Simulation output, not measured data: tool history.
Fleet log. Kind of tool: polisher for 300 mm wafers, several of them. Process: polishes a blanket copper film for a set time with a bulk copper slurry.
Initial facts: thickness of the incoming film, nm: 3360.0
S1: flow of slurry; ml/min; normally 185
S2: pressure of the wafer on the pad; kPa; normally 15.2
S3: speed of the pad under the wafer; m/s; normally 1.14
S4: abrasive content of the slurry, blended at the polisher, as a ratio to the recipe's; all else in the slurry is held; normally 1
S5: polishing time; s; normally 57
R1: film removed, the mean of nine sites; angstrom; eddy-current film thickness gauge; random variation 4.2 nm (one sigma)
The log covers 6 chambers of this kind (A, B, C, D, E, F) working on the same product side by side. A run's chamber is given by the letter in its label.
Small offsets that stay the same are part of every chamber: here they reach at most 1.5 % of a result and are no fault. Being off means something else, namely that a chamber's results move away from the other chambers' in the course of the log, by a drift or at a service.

run	hour	S1	S2	S3	S4	S5	R1
1F	6.8	185	15.2	1.14	1	57	5281.9
2E	12.9	185	15.2	1.14	1	57	5371.7
# hour 17.1: chamber F: slurry blender recalibrated
3C	18.1	185	15.2	1.14	1	57	5389.5
4A	24.8	185	15.2	1.14	1	57	5414.0
# hour 25.1: chamber B: worn pad replaced by a new one
5B	31.7	185	15.2	1.14	1	42	3944.6
# hour 35.9: chamber C: slurry nozzle cleaned
6D	37.7	185	15.2	1.14	1	42	3881.3
# hour 41.1: chamber D: worn pad replaced by a new one
# hour 41.6: chamber F: slurry nozzle cleaned
7B	43.8	185	15.2	1.14	1	42	3966.2
8F	47.8	185	15.2	1.14	1	42	3915.0
9C	54.6	185	15.2	1.14	1	42	3933.7
# hour 61.4: chamber A: worn pad replaced by a new one
10E	61.5	185	15.2	1.14	1	42	3926.9
# hour 64.7: chamber F: worn pad replaced by a new one
11D	67.4	185	15.2	1.52	1	57	7141.0
12A	74.1	185	15.2	1.52	1	57	7232.9
# hour 77.4: chamber B: slurry blender recalibrated
13C	78.3	185	15.2	1.52	1	57	7103.8
# hour 78.4: chamber A: slurry blender recalibrated
14B	84.6	185	15.2	1.52	1	57	7176.3
15A	89.5	185	15.2	1.52	1	57	7099.3
16D	93.5	185	15.2	1.52	1	57	6982.8
17F	99.8	185	15.2	1.14	1	57	5423.3
18E	103.5	185	15.2	1.14	1	57	5270.1
# hour 108.9: chamber D: slurry blender recalibrated
19B	110.5	145	17.9	1.14	1	57	6028.2
# hour 113.4: chamber A: slurry nozzle cleaned
20C	113.9	145	17.9	1.14	1	57	6149.3
21F	119.4	145	17.9	1.14	1	57	6032.9
# hour 123.0: chamber C: worn pad replaced by a new one
22D	126.1	145	17.9	1.14	1	57	5918.5
# hour 128.6: chamber A: worn pad replaced by a new one
23A	130.5	145	17.9	1.14	1	57	6144.3
24E	135.8	145	17.9	1.14	1	57	5959.8
25C	141.4	185	15.2	1.14	1	57	5384.0
26E	145.8	185	15.2	1.14	1	57	5251.0
27B	150.0	185	15.2	1.14	1	57	5384.5
# hour 151.8: chamber B: worn pad replaced by a new one
# hour 152.3: chamber F: worn pad replaced by a new one
28D	156.8	185	15.2	1.14	1	57	5286.7
29A	161.4	185	15.2	1.14	1	57	5372.3
30F	165.0	185	15.2	1.14	1	57	5345.4
31E	171.6	185	15.2	1.14	1	57	5230.7
32F	178.6	185	15.2	1.14	1	57	5320.3
33A	182.9	185	15.2	1.14	1	57	5404.1
34D	187.3	145	15.2	1.14	1	57	5130.8
35B	193.2	145	15.2	1.14	1	57	5136.1
# hour 193.8: chamber F: slurry blender recalibrated
36C	198.2	145	15.2	1.14	1	57	5142.7
# hour 199.9: chamber A: worn pad replaced by a new one
# hour 202.5: chamber D: worn pad replaced by a new one
37E	202.5	145	15.2	1.14	1	57	4870.2
38B	206.9	145	15.2	1.14	1	57	5201.3
39D	212.2	145	15.2	1.14	1	57	5010.1
40C	216.6	185	15.2	1.14	1	57	5329.7
41F	223.6	185	15.2	1.14	1	57	5306.1
42A	227.4	185	15.2	1.14	1	57	5429.3
43A	233.3	185	15.2	1.14	1	57	5427.0
# hour 233.4: chamber C: slurry blender recalibrated
44C	239.6	185	15.2	1.14	1	57	5358.1

Which is it: a chamber that has drifted or been left off by a service, a gauge drift common to all chambers, or only each chamber's usual small offset? If a chamber is off, name it and its likeliest cause.

One chamber, E, drifts off from the rest bit by bit.
Likeliest cause: removal rate lost through wear of the pad, % = 6.
From this log alone, it may not be told apart from: slurry flow missing at the pad, %; head's pressure below its setpoint, %; abrasive missing from the slurry, %.

Chamber E could run next with any of the 4 candidate recipes listed below; each alters the usual settings, and their results appear as question marks. Which one brings its results back in line with what the other chambers deliver on the usual settings?
Maximum distance from the other chambers' mean on the usual settings for a result to count as in line: R1 150.0 angstrom
45E-1	244.7	185	15.9	1.14	1.00	61	?
45E-2	244.7	215	15.2	1.14	1.20	57	?
45E-3	244.7	185	14.5	1.08	1.00	57	?
45E-4	244.7	160	15.2	1.14	0.85	57	?

On the usual settings, the other chambers give on average: R1 5350.7 angstrom
run	R1
45E-1	5646.6
45E-2	5352.2
45E-3	4553.9
45E-4	4766.4
With 45E-2, the chamber falls back in line with the rest.
